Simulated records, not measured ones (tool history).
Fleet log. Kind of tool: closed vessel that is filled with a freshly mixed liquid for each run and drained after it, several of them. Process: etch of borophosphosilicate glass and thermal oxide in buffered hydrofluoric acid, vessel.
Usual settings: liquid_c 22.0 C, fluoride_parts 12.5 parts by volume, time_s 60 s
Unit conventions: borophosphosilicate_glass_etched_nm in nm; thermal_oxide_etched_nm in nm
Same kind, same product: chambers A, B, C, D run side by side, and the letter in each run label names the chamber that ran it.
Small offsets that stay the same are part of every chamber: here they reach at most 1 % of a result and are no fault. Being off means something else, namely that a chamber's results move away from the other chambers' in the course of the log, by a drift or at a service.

run,hour,liquid_c,fluoride_parts,time_s,hours since the thermometer was replaced,hours since the hydrofluoric acid flow meter was replaced,"read-back film thickness of the borophosphosilicate glass reference wafer, read on the same gauge (nm)","read-back film thickness of the thermal oxide reference wafer, read on the same gauge (nm)",borophosphosilicate_glass_etched_nm,thermal_oxide_etched_nm
1B,5.6,22.0,12.5,60,132.6,661.4,69.986,89.979,128.850,51.278
2A,11.2,22.0,12.5,60,618.5,89.1,70.027,89.998,128.700,52.598
3D,18.7,22.0,12.5,60,2351.0,1367.3,70.004,89.998,128.170,51.741
4C,27.9,22.0,12.5,60,2253.0,564.6,70.019,89.994,129.110,51.534
5C,33.3,22.0,12.5,60,2258.4,570.0,69.989,90.007,129.170,51.985
6B,41.5,19.5,12.5,70,168.5,697.3,70.010,90.004,131.420,51.630
7D,46.1,19.5,12.5,70,2378.4,1394.7,70.005,90.002,129.970,52.675
8A,56.0,19.5,12.5,70,663.3,133.9,69.996,89.997,130.640,52.209
9B,62.6,19.5,12.5,70,189.6,718.4,69.999,90.002,131.530,51.967
10D,69.1,24.5,9.5,60,2401.4,1417.7,69.990,90.012,188.490,76.783
11C,75.6,24.5,9.5,60,2300.7,612.3,69.997,90.000,188.430,75.482
12A,81.1,24.5,9.5,60,688.4,159.0,70.017,90.002,190.630,76.129
13A,88.8,24.5,9.5,60,696.1,166.7,69.992,89.991,190.660,77.087
14C,95.2,22.0,12.5,85,2320.3,631.9,69.982,90.002,181.880,73.004
15D,100.1,22.0,12.5,85,2432.4,1448.7,69.998,89.994,181.610,73.248
# hour 107.1: chamber C: hydrofluoric acid flow meter replaced
16B,109.4,22.0,12.5,85,236.4,765.2,69.965,90.019,182.860,73.049
17D,119.2,22.0,12.5,85,2451.5,1467.8,69.989,90.017,182.960,74.051
# hour 121.3: chamber D: hydrofluoric acid flow meter replaced
18A,128.3,22.0,12.5,60,735.6,206.2,70.000,89.989,128.880,51.905
19C,136.8,22.0,15.5,75,2361.9,29.8,69.987,89.980,130.080,52.702
20B,144.7,22.0,15.5,75,271.7,800.5,69.996,90.017,130.110,52.211
21C,151.0,22.0,15.5,75,2376.1,44.0,70.005,90.001,130.470,51.615
22D,158.9,22.0,15.5,75,2491.2,37.6,69.969,90.005,129.250,52.707
23B,167.3,22.0,12.5,60,294.3,823.1,69.970,90.002,128.930,51.864
24A,174.4,22.0,12.5,40,781.7,252.3,70.014,89.984,85.522,34.325
25C,179.5,22.0,12.5,40,2404.6,72.5,69.983,90.007,85.670,34.355
26A,188.1,22.0,12.5,40,795.4,266.0,70.003,89.992,85.377,34.852
27D,192.8,22.0,12.5,40,2525.1,71.5,70.004,90.006,85.899,34.831
28B,201.4,20.5,14.5,60,328.4,857.2,69.988,89.992,102.240,41.299
29B,208.5,20.5,14.5,60,335.5,864.3,70.012,90.014,102.340,40.791
30D,217.8,20.5,14.5,60,2550.1,96.5,70.001,90.010,101.380,41.825
# hour 225.4: chamber D: thermometer replaced
31A,226.5,20.5,14.5,60,833.8,304.4,70.033,90.006,101.380,40.516
32C,234.6,22.0,12.5,60,2459.7,127.6,70.007,89.982,128.560,50.523
33C,240.3,22.0,12.5,60,2465.4,133.3,70.003,90.015,128.750,51.675
34D,249.4,22.0,12.5,60,24.1,128.1,70.020,89.996,128.560,51.792
35A,255.5,22.0,12.5,60,862.8,333.4,69.982,89.990,127.360,51.697
36B,261.9,22.0,12.5,60,388.9,917.7,70.002,89.988,128.100,51.633
37A,272.0,22.0,12.5,60,879.3,349.9,69.977,90.026,128.120,51.914
38D,277.2,22.0,12.5,60,51.9,155.9,70.011,90.006,128.490,51.954
39B,286.1,22.0,12.5,60,413.1,941.9,70.020,90.006,129.090,51.518
40C,295.5,22.0,12.5,60,2520.6,188.5,69.975,90.001,129.240,51.364
41D,302.9,22.0,12.5,30,77.6,181.6,70.023,89.999,63.704,25.746
42A,307.5,22.0,12.5,30,914.8,385.4,70.000,89.995,64.072,26.225
43C,312.8,22.0,12.5,30,2537.9,205.8,70.001,90.028,63.828,25.859

Has any chamber moved away from the others, gradually or after a service, or does the common gauge drift, or do the chambers differ only by their own small steady offsets? State the chamber and the most likely cause if one applies.

Neither any chamber nor the gauge drifts; the chambers differ only by their own small, steady offsets.
